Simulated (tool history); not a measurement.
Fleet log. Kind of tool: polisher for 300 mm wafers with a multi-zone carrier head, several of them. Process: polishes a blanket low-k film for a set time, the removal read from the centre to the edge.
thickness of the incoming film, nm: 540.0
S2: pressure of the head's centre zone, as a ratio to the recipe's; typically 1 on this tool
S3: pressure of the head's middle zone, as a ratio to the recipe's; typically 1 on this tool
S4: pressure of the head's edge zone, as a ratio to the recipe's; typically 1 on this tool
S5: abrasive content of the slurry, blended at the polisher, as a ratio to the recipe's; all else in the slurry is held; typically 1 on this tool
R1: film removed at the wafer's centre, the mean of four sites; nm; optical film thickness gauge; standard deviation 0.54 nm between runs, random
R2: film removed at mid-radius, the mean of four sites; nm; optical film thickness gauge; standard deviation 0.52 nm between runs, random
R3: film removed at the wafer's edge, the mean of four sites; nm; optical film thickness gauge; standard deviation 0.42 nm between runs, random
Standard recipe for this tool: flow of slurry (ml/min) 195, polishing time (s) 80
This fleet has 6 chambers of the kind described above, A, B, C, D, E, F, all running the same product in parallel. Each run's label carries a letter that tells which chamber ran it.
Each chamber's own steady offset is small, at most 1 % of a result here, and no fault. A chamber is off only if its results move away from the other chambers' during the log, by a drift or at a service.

-- hour=6.6 chamber F: worn pad replaced by a new one
run 1F hour=9.2 | flow_of_slurry_(ml/min)=195 S2=1 S3=1 S4=1 S5=1 polishing_time_(s)=80 | R1=36.620 R2=38.542 R3=37.792
-- hour=13.9 chamber C: worn pad replaced by a new one
-- hour=16.7 chamber C: slurry nozzle cleaned
run 2D hour=19.0 | flow_of_slurry_(ml/min)=195 S2=1 S3=1 S4=1 S5=1 polishing_time_(s)=80 | R1=36.837 R2=36.867 R3=38.166
-- hour=22.3 chamber A: worn pad replaced by a new one
run 3B hour=32.8 | flow_of_slurry_(ml/min)=195 S2=1 S3=1 S4=1 S5=1 polishing_time_(s)=80 | R1=37.739 R2=37.722 R3=37.902
-- hour=35.2 chamber D: worn pad replaced by a new one
run 4C hour=46.4 | flow_of_slurry_(ml/min)=195 S2=1 S3=1 S4=1 S5=1 polishing_time_(s)=80 | R1=36.408 R2=36.661 R3=37.459
run 5A hour=52.7 | flow_of_slurry_(ml/min)=195 S2=1 S3=1 S4=1 S5=1 polishing_time_(s)=80 | R1=37.407 R2=36.824 R3=38.296
-- hour=55.8 chamber E: worn pad replaced by a new one
run 6E hour=61.6 | flow_of_slurry_(ml/min)=195 S2=1 S3=1 S4=1 S5=1 polishing_time_(s)=80 | R1=37.153 R2=36.347 R3=37.328
-- hour=65.9 chamber B: worn pad replaced by a new one
run 7E hour=72.1 | flow_of_slurry_(ml/min)=195 S2=1 S3=1 S4=1 S5=1 polishing_time_(s)=80 | R1=37.515 R2=38.073 R3=38.347
-- hour=76.6 chamber F: worn pad replaced by a new one
run 8C hour=85.2 | flow_of_slurry_(ml/min)=195 S2=1 S3=1 S4=1 S5=1 polishing_time_(s)=80 | R1=38.112 R2=36.181 R3=37.990
run 9D hour=92.6 | flow_of_slurry_(ml/min)=195 S2=1 S3=1 S4=1 S5=1 polishing_time_(s)=80 | R1=36.746 R2=38.098 R3=37.720
run 10A hour=104.2 | flow_of_slurry_(ml/min)=250 S2=1 S3=1 S4=1 S5=1 polishing_time_(s)=80 | R1=38.891 R2=38.915 R3=38.578
-- hour=105.9 chamber A: slurry nozzle cleaned
run 11B hour=115.3 | flow_of_slurry_(ml/min)=250 S2=1 S3=1 S4=1 S5=1 polishing_time_(s)=80 | R1=39.641 R2=39.123 R3=38.217
-- hour=119.7 chamber D: worn pad replaced by a new one
run 12F hour=122.2 | flow_of_slurry_(ml/min)=250 S2=1 S3=1 S4=1 S5=1 polishing_time_(s)=80 | R1=38.891 R2=39.246 R3=38.346
-- hour=127.3 chamber C: centre zone pressure recalibrated
-- hour=130.9 chamber C: worn pad replaced by a new one
run 13F hour=133.5 | flow_of_slurry_(ml/min)=250 S2=1 S3=1 S4=1 S5=1 polishing_time_(s)=80 | R1=39.510 R2=39.485 R3=38.325
run 14C hour=142.1 | flow_of_slurry_(ml/min)=250 S2=1 S3=1 S4=1 S5=1 polishing_time_(s)=80 | R1=43.532 R2=38.600 R3=38.127
-- hour=149.1 chamber B: worn pad replaced by a new one
run 15D hour=149.2 | flow_of_slurry_(ml/min)=250 S2=1 S3=1 S4=1 S5=1 polishing_time_(s)=80 | R1=39.505 R2=38.894 R3=38.233
-- hour=152.1 chamber A: worn pad replaced by a new one
-- hour=153.3 chamber F: worn pad replaced by a new one
run 16E hour=158.0 | flow_of_slurry_(ml/min)=195 S2=1 S3=1 S4=1 S5=1 polishing_time_(s)=80 | R1=37.836 R2=37.814 R3=37.474
run 17B hour=167.3 | flow_of_slurry_(ml/min)=195 S2=1 S3=1 S4=1 S5=1 polishing_time_(s)=80 | R1=38.372 R2=38.003 R3=37.953
-- hour=168.6 chamber B: slurry nozzle cleaned
run 18A hour=178.1 | flow_of_slurry_(ml/min)=195 S2=1 S3=1 S4=1 S5=1 polishing_time_(s)=80 | R1=37.837 R2=37.313 R3=36.785
-- hour=186.2 chamber D: worn pad replaced by a new one
run 19A hour=190.1 | flow_of_slurry_(ml/min)=195 S2=1 S3=1 S4=1 S5=1 polishing_time_(s)=80 | R1=38.421 R2=37.064 R3=38.320
-- hour=190.6 chamber E: worn pad replaced by a new one
-- hour=201.4 chamber F: slurry nozzle cleaned
run 20C hour=203.6 | flow_of_slurry_(ml/min)=195 S2=1 S3=1 S4=1 S5=1 polishing_time_(s)=80 | R1=41.790 R2=37.074 R3=37.474
run 21F hour=215.6 | flow_of_slurry_(ml/min)=195 S2=1 S3=1 S4=1 S5=1 polishing_time_(s)=80 | R1=38.001 R2=38.801 R3=38.067
-- hour=224.8 chamber B: worn pad replaced by a new one
run 22B hour=225.2 | flow_of_slurry_(ml/min)=195 S2=1 S3=1 S4=1 S5=1 polishing_time_(s)=80 | R1=37.606 R2=37.639 R3=37.829
-- hour=238.3 chamber F: worn pad replaced by a new one
run 23D hour=239.4 | flow_of_slurry_(ml/min)=195 S2=1 S3=1 S4=1 S5=1 polishing_time_(s)=80 | R1=38.055 R2=38.398 R3=37.468
run 24E hour=251.3 | flow_of_slurry_(ml/min)=195 S2=1 S3=1 S4=1 S5=1 polishing_time_(s)=80 | R1=36.371 R2=37.755 R3=37.812
run 25B hour=260.8 | flow_of_slurry_(ml/min)=195 S2=1 S3=1 S4=1 S5=1 polishing_time_(s)=80 | R1=37.807 R2=37.242 R3=37.659
-- hour=266.4 chamber E: slurry nozzle cleaned
-- hour=267.9 chamber A: worn pad replaced by a new one
-- hour=268.5 chamber D: worn pad replaced by a new one
run 26E hour=271.7 | flow_of_slurry_(ml/min)=195 S2=1 S3=1 S4=1 S5=1 polishing_time_(s)=80 | R1=37.619 R2=38.459 R3=37.813
run 27A hour=280.8 | flow_of_slurry_(ml/min)=195 S2=1 S3=1 S4=1 S5=1 polishing_time_(s)=80 | R1=37.491 R2=38.309 R3=38.467
-- hour=282.7 chamber C: worn pad replaced by a new one
-- hour=283.3 chamber D: centre zone pressure recalibrated
run 28D hour=292.9 | flow_of_slurry_(ml/min)=195 S2=1 S3=1 S4=1 S5=1 polishing_time_(s)=80 | R1=37.742 R2=37.430 R3=37.869
run 29F hour=301.9 | flow_of_slurry_(ml/min)=195 S2=1 S3=1 S4=1 S5=1 polishing_time_(s)=80 | R1=37.162 R2=39.100 R3=37.821
-- hour=304.6 chamber A: edge zone pressure recalibrated
run 30C hour=309.9 | flow_of_slurry_(ml/min)=195 S2=1 S3=1 S4=1 S5=1 polishing_time_(s)=80 | R1=42.807 R2=37.916 R3=37.874
-- hour=312.9 chamber B: worn pad replaced by a new one
-- hour=315.8 chamber F: worn pad replaced by a new one
run 31F hour=320.0 | flow_of_slurry_(ml/min)=195 S2=1 S3=1 S4=1 S5=1 polishing_time_(s)=80 | R1=37.425 R2=37.141 R3=37.458
run 32D hour=326.4 | flow_of_slurry_(ml/min)=235 S2=1 S3=1 S4=1 S5=1 polishing_time_(s)=60 | R1=29.176 R2=29.457 R3=28.468
run 33A hour=333.0 | flow_of_slurry_(ml/min)=235 S2=1 S3=1 S4=1 S5=1 polishing_time_(s)=60 | R1=28.760 R2=28.529 R3=28.466
-- hour=340.1 chamber C: edge zone pressure recalibrated
-- hour=340.4 chamber E: worn pad replaced by a new one
run 34B hour=340.9 | flow_of_slurry_(ml/min)=235 S2=1 S3=1 S4=1 S5=1 polishing_time_(s)=60 | R1=29.932 R2=28.962 R3=28.993
run 35C hour=349.9 | flow_of_slurry_(ml/min)=235 S2=1 S3=1 S4=1 S5=1 polishing_time_(s)=60 | R1=32.926 R2=28.804 R3=29.305
run 36E hour=361.6 | flow_of_slurry_(ml/min)=235 S2=1 S3=1 S4=1 S5=1 polishing_time_(s)=60 | R1=29.386 R2=28.946 R3=28.453
run 37E hour=369.8 | flow_of_slurry_(ml/min)=235 S2=1 S3=1 S4=1 S5=1 polishing_time_(s)=60 | R1=28.502 R2=28.734 R3=29.664
run 38C hour=384.2 | flow_of_slurry_(ml/min)=195 S2=1 S3=1 S4=1 S5=1 polishing_time_(s)=80 | R1=41.965 R2=36.649 R3=37.531

Has any chamber moved away from the others, gradually or after a service, or does the common gauge drift, or do the chambers differ only by their own small steady offsets? State the chamber and the most likely cause if one applies.

A service on chamber C put it out of line with the rest.
Likeliest cause: centre zone's pressure above its setpoint, % = 11.9.

Chamber C could run next with any of the 4 candidate recipes listed below; each alters the usual settings, and their results appear as question marks. Which one brings its results back in line with what the other chambers deliver on the usual settings?
Allowed miss from the other chambers' usual-settings mean, per result, to count as in line: R1 1.900 nm; R2 1.800 nm; R3 1.500 nm
run 39C-1 hour=394.5 | flow_of_slurry_(ml/min)=215 S2=1.17 S3=0.95 S4=0.91 S5=1 polishing_time_(s)=82 | R1=? R2=? R3=?
run 39C-2 hour=394.5 | flow_of_slurry_(ml/min)=200 S2=1.10 S3=0.98 S4=0.97 S5=1 polishing_time_(s)=80 | R1=? R2=? R3=?
run 39C-3 hour=394.5 | flow_of_slurry_(ml/min)=190 S2=0.90 S3=1.02 S4=1.03 S5=1 polishing_time_(s)=80 | R1=? R2=? R3=?
run 39C-4 hour=394.5 | flow_of_slurry_(ml/min)=180 S2=0.83 S3=1.04 S4=1.06 S5=1 polishing_time_(s)=79 | R1=? R2=? R3=?

On the usual settings, the other chambers give on average: R1 37.572 nm; R2 37.649 nm; R3 37.675 nm
run=39C-1 R1=52.223 R2=36.571 R3=37.095
run=39C-2 R1=47.206 R2=36.351 R3=37.090
run=39C-3 R1=37.787 R2=37.465 R3=38.038
run=39C-4 R1=33.878 R2=37.363 R3=37.899
39C-3 brings the chamber back in line.
